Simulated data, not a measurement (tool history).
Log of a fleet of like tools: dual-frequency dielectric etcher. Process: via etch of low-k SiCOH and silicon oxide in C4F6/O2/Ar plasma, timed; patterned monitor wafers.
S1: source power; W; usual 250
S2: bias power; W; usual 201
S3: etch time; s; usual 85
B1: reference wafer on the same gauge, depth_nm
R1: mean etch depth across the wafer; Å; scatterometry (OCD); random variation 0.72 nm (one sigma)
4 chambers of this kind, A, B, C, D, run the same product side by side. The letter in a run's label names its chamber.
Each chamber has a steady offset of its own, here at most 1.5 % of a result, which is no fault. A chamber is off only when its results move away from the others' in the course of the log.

run   hour   S1   S2  S3      B1      R1
 1B    2.9  250  201  85  203.01  2048.7
 2D    5.7  250  201  85  202.94  2062.9
 3A    9.8  250  201  85  202.99  2041.6
 4C   12.6  250  201  85  203.05    2047
 5C     17  250  201  85  203.18  2057.1
 6A   21.5  250  201  85  202.99  2042.6
 7B     25  250  201  85  202.79  2027.7
 8D   28.9  250  201  85  203.08  2067.3
 9A     33  250  201  85   202.9  2046.3
10B   35.5  250  201  85  203.05  2044.2
11D   39.4  250  201  85  202.87  2059.1
12C   41.8  250  201  85  203.14  2059.1
13A   43.8  250  201  85  202.97  2058.5
14B   47.9  250  201  85  203.09  2030.6
15D   50.2  250  201  85     203    2068
16C   52.8  250  201  85  203.02    2061
17A   54.9  250  201  85  202.78  2042.3
18D   57.3  250  201  85  203.09  2067.1
19C   61.4  250  201  85  203.14  2040.3
20B   64.3  250  201  85  203.04  2036.7
21D   67.2  250  201  85  202.99  2071.8
22B   69.7  250  201  85  203.06    2034
23C   73.7  250  201  85   202.9  2049.4
24A   76.1  220  238  85   203.1    2066
25D   78.7  220  238  85  202.88  2078.3
26A   81.2  220  238  85   202.8  2065.7
27B   84.7  220  238  85  203.02  2043.3
28C   87.7  250  201  85  202.99  2057.6
29D   89.8  250  201  85  203.07  2057.3
30B   93.6  250  201  85  202.81  2034.2
31A     98  250  186  85  203.07  1991.9
32C  100.9  250  186  85  202.98  1997.8
33C  105.3  250  186  85   202.8  1993.6
34A  109.6  250  186  85   202.8  1993.3
35B  113.1  250  201  85  203.19    2033
36D    117  250  157  85  203.22  1915.3
37B  120.2  250  157  85  203.05  1870.9

All 4 chambers run these settings next. Forecast each chamber's results:
38A  123.4  250  201  85       ?
38B  123.4  250  201  85       ?
38C  123.4  250  201  85       ?
38D  123.4  250  201  85       ?

run      R1
38A  2041.5
38B  2025.5
38C    2051
38D  2074.1
